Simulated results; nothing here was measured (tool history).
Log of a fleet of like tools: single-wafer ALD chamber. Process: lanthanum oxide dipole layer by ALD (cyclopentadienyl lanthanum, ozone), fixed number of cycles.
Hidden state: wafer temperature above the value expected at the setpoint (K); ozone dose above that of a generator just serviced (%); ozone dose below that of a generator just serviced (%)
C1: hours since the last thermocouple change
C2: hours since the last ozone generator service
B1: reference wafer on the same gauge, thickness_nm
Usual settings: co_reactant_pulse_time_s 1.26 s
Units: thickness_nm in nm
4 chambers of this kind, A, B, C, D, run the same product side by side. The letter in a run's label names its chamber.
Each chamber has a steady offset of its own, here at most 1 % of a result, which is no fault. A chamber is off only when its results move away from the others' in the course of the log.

run 1C hour=9.0 | co_reactant_pulse_time_s=1.26 | C1=473.4 C2=137.8 | B1=0.57294 | thickness_nm=0.53143
run 2B hour=18.3 | co_reactant_pulse_time_s=1.26 | C1=2368.8 C2=725.6 | B1=0.57265 | thickness_nm=0.53107
run 3D hour=25.8 | co_reactant_pulse_time_s=1.26 | C1=772.2 C2=257.6 | B1=0.57287 | thickness_nm=0.53461
run 4A hour=35.8 | co_reactant_pulse_time_s=1.26 | C1=542.0 C2=386.7 | B1=0.57249 | thickness_nm=0.53522
run 5A hour=45.2 | co_reactant_pulse_time_s=1.26 | C1=551.4 C2=396.1 | B1=0.57274 | thickness_nm=0.53589
run 6B hour=58.9 | co_reactant_pulse_time_s=1.26 | C1=2409.4 C2=766.2 | B1=0.57244 | thickness_nm=0.53042
run 7D hour=73.0 | co_reactant_pulse_time_s=1.26 | C1=819.4 C2=304.8 | B1=0.57239 | thickness_nm=0.53348
run 8C hour=85.0 | co_reactant_pulse_time_s=1.72 | C1=549.4 C2=213.8 | B1=0.57227 | thickness_nm=0.56038
run 9D hour=95.5 | co_reactant_pulse_time_s=1.72 | C1=841.9 C2=327.3 | B1=0.57226 | thickness_nm=0.56280
run 10A hour=106.6 | co_reactant_pulse_time_s=1.72 | C1=612.8 C2=457.5 | B1=0.57206 | thickness_nm=0.56380
run 11B hour=117.2 | co_reactant_pulse_time_s=1.72 | C1=2467.7 C2=824.5 | B1=0.57218 | thickness_nm=0.55838
run 12C hour=132.7 | co_reactant_pulse_time_s=1.26 | C1=597.1 C2=261.5 | B1=0.57202 | thickness_nm=0.53312
run 13C hour=145.8 | co_reactant_pulse_time_s=1.26 | C1=610.2 C2=274.6 | B1=0.57185 | thickness_nm=0.53198
-- hour=151.1 chamber A: ozone generator serviced
run 14B hour=161.8 | co_reactant_pulse_time_s=1.26 | C1=2512.3 C2=869.1 | B1=0.57174 | thickness_nm=0.53076
run 15A hour=177.2 | co_reactant_pulse_time_s=0.89 | C1=683.4 C2=26.2 | B1=0.57183 | thickness_nm=0.48277
run 16D hour=184.6 | co_reactant_pulse_time_s=0.89 | C1=931.0 C2=416.4 | B1=0.57181 | thickness_nm=0.48076
run 17B hour=192.7 | co_reactant_pulse_time_s=0.89 | C1=2543.2 C2=900.0 | B1=0.57152 | thickness_nm=0.47871
run 18D hour=206.9 | co_reactant_pulse_time_s=0.89 | C1=953.3 C2=438.7 | B1=0.57120 | thickness_nm=0.48107
run 19A hour=216.8 | co_reactant_pulse_time_s=1.26 | C1=723.0 C2=65.8 | B1=0.57133 | thickness_nm=0.53528
run 20C hour=229.8 | co_reactant_pulse_time_s=1.26 | C1=694.2 C2=358.6 | B1=0.57101 | thickness_nm=0.53017
run 21C hour=242.1 | co_reactant_pulse_time_s=1.09 | C1=706.5 C2=370.9 | B1=0.57134 | thickness_nm=0.51105
run 22D hour=257.8 | co_reactant_pulse_time_s=1.09 | C1=1004.2 C2=489.6 | B1=0.57129 | thickness_nm=0.51430
run 23B hour=264.9 | co_reactant_pulse_time_s=1.09 | C1=2615.4 C2=972.2 | B1=0.57113 | thickness_nm=0.51076
run 24A hour=276.9 | co_reactant_pulse_time_s=1.09 | C1=783.1 C2=125.9 | B1=0.57091 | thickness_nm=0.51420
run 25C hour=287.4 | co_reactant_pulse_time_s=1.26 | C1=751.8 C2=416.2 | B1=0.57090 | thickness_nm=0.53179
run 26B hour=300.3 | co_reactant_pulse_time_s=1.57 | C1=2650.8 C2=1007.6 | B1=0.57058 | thickness_nm=0.55011
run 27A hour=313.8 | co_reactant_pulse_time_s=1.57 | C1=820.0 C2=162.8 | B1=0.57096 | thickness_nm=0.55448
run 28D hour=326.2 | co_reactant_pulse_time_s=1.57 | C1=1072.6 C2=558.0 | B1=0.57079 | thickness_nm=0.55353
run 29D hour=342.4 | co_reactant_pulse_time_s=1.57 | C1=1088.8 C2=574.2 | B1=0.57039 | thickness_nm=0.55385
run 30B hour=356.2 | co_reactant_pulse_time_s=1.26 | C1=2706.7 C2=1063.5 | B1=0.57026 | thickness_nm=0.52919
run 31A hour=363.7 | co_reactant_pulse_time_s=1.26 | C1=869.9 C2=212.7 | B1=0.57006 | thickness_nm=0.53325
run 32C hour=378.2 | co_reactant_pulse_time_s=1.26 | C1=842.6 C2=507.0 | B1=0.57027 | thickness_nm=0.53011
run 33A hour=388.0 | co_reactant_pulse_time_s=1.00 | C1=894.2 C2=237.0 | B1=0.57016 | thickness_nm=0.50130
-- hour=398.6 chamber D: ozone generator serviced
-- hour=400.4 chamber B: thermocouple changed; heater temperature recalibrated
run 34C hour=403.3 | co_reactant_pulse_time_s=1.00 | C1=867.7 C2=532.1 | B1=0.57016 | thickness_nm=0.49854
run 35B hour=413.6 | co_reactant_pulse_time_s=1.00 | C1=13.3 C2=1120.9 | B1=0.57004 | thickness_nm=0.49742
run 36D hour=422.0 | co_reactant_pulse_time_s=1.00 | C1=1168.4 C2=23.5 | B1=0.56968 | thickness_nm=0.50092
run 37C hour=430.6 | co_reactant_pulse_time_s=1.26 | C1=895.0 C2=559.4 | B1=0.56999 | thickness_nm=0.52844
run 38A hour=440.7 | co_reactant_pulse_time_s=1.26 | C1=946.9 C2=289.7 | B1=0.56975 | thickness_nm=0.53155
run 39B hour=452.8 | co_reactant_pulse_time_s=1.26 | C1=52.5 C2=1160.1 | B1=0.56948 | thickness_nm=0.52613
run 40D hour=464.0 | co_reactant_pulse_time_s=1.26 | C1=1210.4 C2=65.5 | B1=0.56952 | thickness_nm=0.53185
run 41A hour=479.9 | co_reactant_pulse_time_s=0.79 | C1=986.1 C2=328.9 | B1=0.56940 | thickness_nm=0.45840
run 42B hour=491.7 | co_reactant_pulse_time_s=0.79 | C1=91.4 C2=1199.0 | B1=0.56953 | thickness_nm=0.45644
run 43D hour=499.9 | co_reactant_pulse_time_s=0.79 | C1=1246.3 C2=101.4 | B1=0.56933 | thickness_nm=0.45855

All 4 chambers run these settings next. Forecast each chamber's results:
run 44A hour=511.5 | co_reactant_pulse_time_s=1.67 | thickness_nm=?
run 44B hour=511.5 | co_reactant_pulse_time_s=1.67 | thickness_nm=?
run 44C hour=511.5 | co_reactant_pulse_time_s=1.67 | thickness_nm=?
run 44D hour=511.5 | co_reactant_pulse_time_s=1.67 | thickness_nm=?

run=44A thickness_nm=0.55707
run=44B thickness_nm=0.55426
run=44C thickness_nm=0.55507
run=44D thickness_nm=0.55786
